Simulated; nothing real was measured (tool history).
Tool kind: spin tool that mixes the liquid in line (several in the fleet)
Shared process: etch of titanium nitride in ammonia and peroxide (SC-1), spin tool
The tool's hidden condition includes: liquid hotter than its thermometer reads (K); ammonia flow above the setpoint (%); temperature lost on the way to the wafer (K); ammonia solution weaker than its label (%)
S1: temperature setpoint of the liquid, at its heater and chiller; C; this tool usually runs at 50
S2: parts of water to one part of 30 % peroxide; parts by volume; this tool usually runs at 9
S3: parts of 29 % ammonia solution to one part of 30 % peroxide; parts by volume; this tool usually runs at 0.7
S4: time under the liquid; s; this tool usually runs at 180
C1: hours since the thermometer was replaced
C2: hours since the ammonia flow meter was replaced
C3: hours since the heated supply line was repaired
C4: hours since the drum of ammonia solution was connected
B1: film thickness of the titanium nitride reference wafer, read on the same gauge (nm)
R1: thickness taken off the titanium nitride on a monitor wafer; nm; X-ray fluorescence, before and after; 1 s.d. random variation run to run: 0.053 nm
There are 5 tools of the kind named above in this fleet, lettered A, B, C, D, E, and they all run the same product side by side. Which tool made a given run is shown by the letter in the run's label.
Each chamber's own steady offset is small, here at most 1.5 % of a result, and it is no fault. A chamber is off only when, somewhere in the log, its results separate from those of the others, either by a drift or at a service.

run,hour,S1,S2,S3,S4,C1,C2,C3,C4,B1,R1
1E,5.3,50,9,0.7,180,523.7,1285.5,869.8,5.4,89.994,12.876
# hour 8.2: chamber A: ammonia flow meter replaced
2A,10.6,50,9,0.7,180,899.9,2.4,1022.8,524.9,90.035,12.943
3C,15,50,9,0.7,180,784.5,190.1,2627.9,49.1,89.966,13.108
4D,18.3,50,9,0.7,180,2685.6,449.3,23.1,853.6,90.002,12.827
5B,22.7,50,9,0.7,180,1725.2,408.1,369.1,370.8,90.019,12.898
# hour 25: chamber B: new drum of ammonia solution connected
6B,29.8,50,9,0.7,100,1732.3,415.2,376.2,4.8,89.954,7.1424
# hour 35.1: chamber D: new drum of ammonia solution connected
7E,36.5,50,9,0.7,100,554.9,1316.7,901,36.6,89.99,7.2221
8D,40.7,50,9,0.7,100,2708,471.7,45.5,5.6,90.013,7.1905
9A,45.1,50,9,0.7,100,934.4,36.9,1057.3,559.4,90.007,7.1151
10C,49,50,9,0.7,100,818.5,224.1,2661.9,83.1,89.994,7.2755
11C,54.6,50,9,0.7,180,824.1,229.7,2667.5,88.7,90.007,12.961
12E,61,50,9,0.7,180,579.4,1341.2,925.5,61.1,90.01,12.816
13D,66.1,50,9,0.7,180,2733.4,497.1,70.9,31,90.009,12.887
14A,70.9,50,9,0.7,180,960.2,62.7,1083.1,585.2,89.976,12.859
15B,76.9,50,9,0.7,180,1779.4,462.3,423.3,51.9,89.978,12.785
16D,83.8,50,9,0.7,180,2751.1,514.8,88.6,48.7,89.997,12.935
17C,90.5,50,9,0.7,180,860,265.6,2703.4,124.6,90.02,13.025
18B,94.4,50,9,0.7,180,1796.9,479.8,440.8,69.4,89.952,12.79
19A,99.8,50,9,0.7,180,989.1,91.6,1112,614.1,90.003,12.902
20E,104.5,50,9,0.7,180,622.9,1384.7,969,104.6,89.985,12.935
21E,110.5,50,9,0.7,180,628.9,1390.7,975,110.6,90.006,12.958
22D,117,50,9,0.7,180,2784.3,548,121.8,81.9,90.042,13.063
23B,122.6,50,9,0.7,180,1825.1,508,469,97.6,90.058,12.709
24C,125.8,50,9,0.95,180,895.3,300.9,2738.7,159.9,89.957,13.76
25A,132.6,50,9,0.95,180,1021.9,124.4,1144.8,646.9,90.001,13.474
# hour 138: chamber A: new drum of ammonia solution connected
26E,139.2,50,9,0.95,180,657.6,1419.4,1003.7,139.3,90.021,13.597
27A,146,50,9,0.95,180,1035.3,137.8,1158.2,8.1,90.037,13.47
28C,150.7,50,9,0.95,180,920.2,325.8,2763.6,184.8,89.999,13.755
29D,154.5,50,9,0.7,180,2821.8,585.5,159.3,119.4,90.006,12.894
30B,157.9,50,9,0.7,180,1860.4,543.3,504.3,132.9,89.982,12.566
31C,164.1,50,9,0.7,180,933.6,339.2,2777,198.2,90.003,13.13
32B,170.4,50,9,0.7,180,1872.9,555.8,516.8,145.4,89.969,12.554
33E,176.3,50,9,0.7,180,694.7,1456.5,1040.8,176.4,90.044,12.805
34D,180.3,50,9,0.7,180,2847.6,611.3,185.1,145.2,89.962,12.97
35A,187.3,50,9,0.7,180,1076.6,179.1,1199.5,49.4,90.051,12.895
36E,192.3,50,9,0.6,235,710.7,1472.5,1056.8,192.4,89.981,16.279

Is one chamber off against the others, does the gauge drift, or is nothing wrong? If a chamber is off, say which, and what the likeliest cause is.

One chamber, B, drifts off from the rest bit by bit.
Most likely cause: temperature lost on the way to the wafer (K) = 0.421.
The log may not tell that from: liquid colder than its thermometer reads (K).

Which of the 4 candidates below, each the usual settings with something changed and its results left as question marks, puts chamber B back in line with what the other chambers give on the usual settings?
Allowed miss from the other chambers' usual-settings mean, per result, to count as in line: R1 0.19 nm
37B-1,197.4,50,9,0.75,180,,,,,,?
37B-2,197.4,50.5,9,0.7,180,,,,,,?
37B-3,197.4,50,9,0.7,175,,,,,,?
37B-4,197.4,50,9,0.65,180,,,,,,?

On the usual settings, the other chambers give on average: R1 12.937 nm
run,R1
37B-1,12.637
37B-2,12.944
37B-3,12.153
37B-4,12.354
Change 37B-2 lands the chamber within the allowed miss of the other chambers.

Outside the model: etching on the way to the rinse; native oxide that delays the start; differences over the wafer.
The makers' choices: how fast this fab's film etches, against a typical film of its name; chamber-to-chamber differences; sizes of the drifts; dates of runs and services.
